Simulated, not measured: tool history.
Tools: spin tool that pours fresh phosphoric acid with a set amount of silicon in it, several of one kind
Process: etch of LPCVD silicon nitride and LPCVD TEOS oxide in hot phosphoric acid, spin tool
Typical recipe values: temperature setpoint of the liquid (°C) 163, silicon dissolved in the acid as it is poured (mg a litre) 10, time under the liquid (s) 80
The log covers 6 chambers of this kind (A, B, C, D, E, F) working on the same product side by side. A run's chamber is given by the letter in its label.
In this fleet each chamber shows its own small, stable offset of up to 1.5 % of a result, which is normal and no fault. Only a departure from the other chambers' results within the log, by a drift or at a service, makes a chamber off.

run     day  temperature setpoint of the liquid (°C)  silicon dissolved in the acid as it is poured (mg a litre)  time under the liquid (s)  read-back film thickness of the LPCVD silicon nitride reference wafer, read on the same gauge (nm)  read-back film thickness of the LPCVD TEOS oxide reference wafer, read on the same gauge (nm)  thickness taken off the LPCVD silicon nitride on a monitor wafer (angstrom)  thickness taken off the LPCVD TEOS oxide on a monitor wafer (angstrom)
 1B   0.392                                      163                                                          10                         80                                                                                                 110                                                                                         29.962                                                                       76.842                                                                  3.9798
 2F     0.7                                      163                                                          10                         80                                                                                              109.99                                                                                         29.981                                                                       77.476                                                                  4.1089
 3E   1.133                                      163                                                          10                         80                                                                                              110.01                                                                                         30.022                                                                       76.313                                                                  4.3322
 4A   1.654                                      163                                                          10                         80                                                                                              109.99                                                                                         30.001                                                                       76.814                                                                  4.6832
        1.7  -- chamber D: heated supply line repaired
 5C   2.296                                      163                                                          10                         80                                                                                              109.99                                                                                         29.993                                                                       76.677                                                                  4.2291
 6D   2.612                                      163                                                          10                         45                                                                                                 110                                                                                         29.993                                                                       43.003                                                                  2.3661
 7B   2.967                                      163                                                          10                         45                                                                                              110.01                                                                                         29.966                                                                       43.358                                                                  2.2967
 8C   3.292                                      163                                                          10                         45                                                                                              110.01                                                                                          30.01                                                                       42.973                                                                  2.1683
 9E   3.642                                      163                                                          10                         45                                                                                              109.99                                                                                         29.975                                                                       42.979                                                                  2.0293
      3.688  -- chamber C: thermometer replaced
      3.875  -- chamber E: thermometer replaced
10D   4.217                                      163                                                          10                         45                                                                                                 110                                                                                         30.026                                                                       42.974                                                                  2.4487
11A   4.821                                      163                                                          10                         45                                                                                              109.98                                                                                         30.021                                                                       42.921                                                                  2.3825
12F   5.383                                      163                                                          10                         80                                                                                              110.01                                                                                         30.001                                                                       76.906                                                                  3.9772
13C   6.025                                      163                                                          10                         80                                                                                                 110                                                                                         30.002                                                                       76.831                                                                  3.6761
14B   6.696                                      163                                                          10                         80                                                                                              109.99                                                                                         30.017                                                                       76.538                                                                  4.0401
15F   7.296                                      163                                                          10                        130                                                                                                 110                                                                                         30.029                                                                        126.9                                                                  7.6173
16D   7.646                                      163                                                          10                        130                                                                                                 110                                                                                         30.023                                                                       124.69                                                                  7.1018
17A   8.058                                      163                                                          10                        130                                                                                              109.98                                                                                         29.954                                                                       125.08                                                                  6.6402
      8.575  -- chamber E: dissolved silicon flow meter replaced
18E   8.704                                      163                                                          10                        130                                                                                                 110                                                                                         29.961                                                                       124.11                                                                  7.4485
19B    9.05                                      163                                                          10                        130                                                                                              110.02                                                                                         30.007                                                                       123.88                                                                  5.7323
20C   9.646                                      163                                                          10                        130                                                                                                 110                                                                                         30.009                                                                       123.92                                                                  6.4998
21E    10.2                                      163                                                          10                         80                                                                                                 110                                                                                         30.017                                                                       76.544                                                                  4.1462
22A  10.667                                      163                                                          10                         80                                                                                              109.99                                                                                         29.992                                                                       76.836                                                                  3.3903
23F  11.046                                      163                                                          10                         80                                                                                              109.97                                                                                         29.984                                                                       76.966                                                                   4.207
24D  11.475                                      163                                                          10                         80                                                                                              109.99                                                                                         30.015                                                                       76.054                                                                  4.4683
25E  11.871                                      163                                                          10                         80                                                                                              110.01                                                                                         30.002                                                                       77.026                                                                   3.633
26D  12.554                                      163                                                          10                         80                                                                                              110.01                                                                                          29.98                                                                       76.286                                                                   4.159
     13.067  -- chamber B: heated supply line repaired
27A  13.233                                      163                                                          10                         80                                                                                              109.99                                                                                         30.013                                                                       76.822                                                                  4.1489
28F  13.533                                      163                                                          10                         80                                                                                              109.99                                                                                         29.998                                                                       77.428                                                                   3.932
29C   14.05                                      163                                                          10                         80                                                                                              109.99                                                                                         30.014                                                                       76.431                                                                   3.855
30B  14.479                                      163                                                          10                         80                                                                                                 110                                                                                         29.975                                                                       77.405                                                                  3.8547
     14.746  -- chamber F: heated supply line repaired
31C  15.171                                      163                                                          10                         80                                                                                              109.99                                                                                         30.041                                                                       76.547                                                                  3.8335
32D  15.658                                      163                                                          10                         80                                                                                              110.01                                                                                         29.952                                                                       75.748                                                                  3.6147
      15.95  -- chamber A: thermometer replaced
33E  15.962                                      163                                                          10                         80                                                                                                 110                                                                                         30.018                                                                       76.917                                                                   4.227
34B  16.575                                      163                                                          10                         80                                                                                              110.01                                                                                         30.016                                                                       76.152                                                                  4.1128
35F      17                                      163                                                          10                         80                                                                                              110.02                                                                                         29.987                                                                       77.206                                                                  3.9089
36A  17.488                                      163                                                          10                         80                                                                                              110.02                                                                                         29.952                                                                       76.087                                                                  3.9054
37D  17.812                                      163                                                          10                        125                                                                                              109.99                                                                                         29.968                                                                       118.79                                                                  6.0868

Is one chamber out of step, is the gauge drifting, or do the chambers differ by no more than their own small offsets? For an off chamber, give its letter and the likeliest cause.

Neither any chamber nor the gauge drifts; the chambers differ only by their own small, steady offsets.
